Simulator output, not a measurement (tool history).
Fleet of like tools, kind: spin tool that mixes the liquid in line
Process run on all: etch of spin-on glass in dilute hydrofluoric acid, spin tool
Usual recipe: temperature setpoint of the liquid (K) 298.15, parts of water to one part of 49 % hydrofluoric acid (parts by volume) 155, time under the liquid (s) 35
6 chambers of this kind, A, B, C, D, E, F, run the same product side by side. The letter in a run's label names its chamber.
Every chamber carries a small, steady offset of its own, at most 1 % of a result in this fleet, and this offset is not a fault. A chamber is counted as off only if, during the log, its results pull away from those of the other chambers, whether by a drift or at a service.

run	hour	temperature setpoint of the liquid (K)	parts of water to one part of 49 % hydrofluoric acid (parts by volume)	time under the liquid (s)	read-back film thickness of the spin-on glass reference wafer, read on the same gauge (nm)	thickness taken off the spin-on glass on a monitor wafer (Å)
1E	7.7	298.15	155	35	30.003	53.392
2F	18.6	298.15	155	35	29.981	54.718
3B	26.7	298.15	155	35	30.008	53.382
4D	34.3	298.15	155	35	29.998	54.834
5C	42.9	299.65	155	35	29.996	57.027
6A	51.1	299.65	155	35	29.994	56.826
7C	58.8	299.65	155	35	30.000	57.192
8B	69.2	299.65	155	35	30.026	56.361
9A	75.1	299.65	155	35	30.015	57.473
10E	81.4	299.65	155	35	29.986	56.881
11F	91.9	298.15	155	35	29.966	54.115
12D	101.5	298.15	155	35	30.020	55.122
13F	109.6	298.15	155	35	30.025	55.090
14C	117.5	298.15	155	35	29.984	54.334
15D	124.6	298.15	155	35	30.008	54.335
16A	132.0	298.15	155	35	29.999	53.614
17E	139.4	298.15	155	35	30.005	53.587
18B	148.8	298.15	155	35	30.035	53.984
19F	155.7	298.15	155	50	29.977	78.680
20E	166.3	298.15	155	50	30.000	75.706
21C	172.6	298.15	155	50	29.965	77.210
22A	180.0	298.15	155	50	30.023	75.770
23B	187.9	298.15	155	50	30.031	76.614
# hour 197.2: chamber B: hydrofluoric acid flow meter replaced
24D	198.6	298.15	155	50	29.969	78.144
25E	204.5	298.15	155	35	29.970	52.543
26B	212.8	298.15	155	35	29.987	53.404
27A	221.5	298.15	155	35	30.002	53.631
28F	229.9	298.15	155	45	30.005	70.407
29D	237.0	298.15	155	45	29.978	71.265
30C	246.6	298.15	155	45	29.969	69.782
31B	256.8	298.15	155	45	30.016	69.369
32F	267.7	298.15	155	45	30.002	69.051
33A	276.2	298.15	155	45	29.991	69.091
34E	286.7	298.15	155	35	30.025	52.268
# hour 295.6: chamber C: hydrofluoric acid flow meter replaced
35D	296.2	298.15	155	35	30.011	54.968
36C	303.5	298.15	155	35	30.037	53.667
37A	309.8	298.15	155	35	29.997	54.611
38D	317.2	298.15	155	35	29.953	54.795

Each of the 6 chambers runs these same settings next. Fill in every chamber's results:
39A	325.3	298.15	155	35		?
39B	325.3	298.15	155	35		?
39C	325.3	298.15	155	35		?
39D	325.3	298.15	155	35		?
39E	325.3	298.15	155	35		?
39F	325.3	298.15	155	35		?

run	thickness taken off the spin-on glass on a monitor wafer (Å)
39A	53.574
39B	53.721
39C	54.167
39D	54.879
39E	51.668
39F	54.313
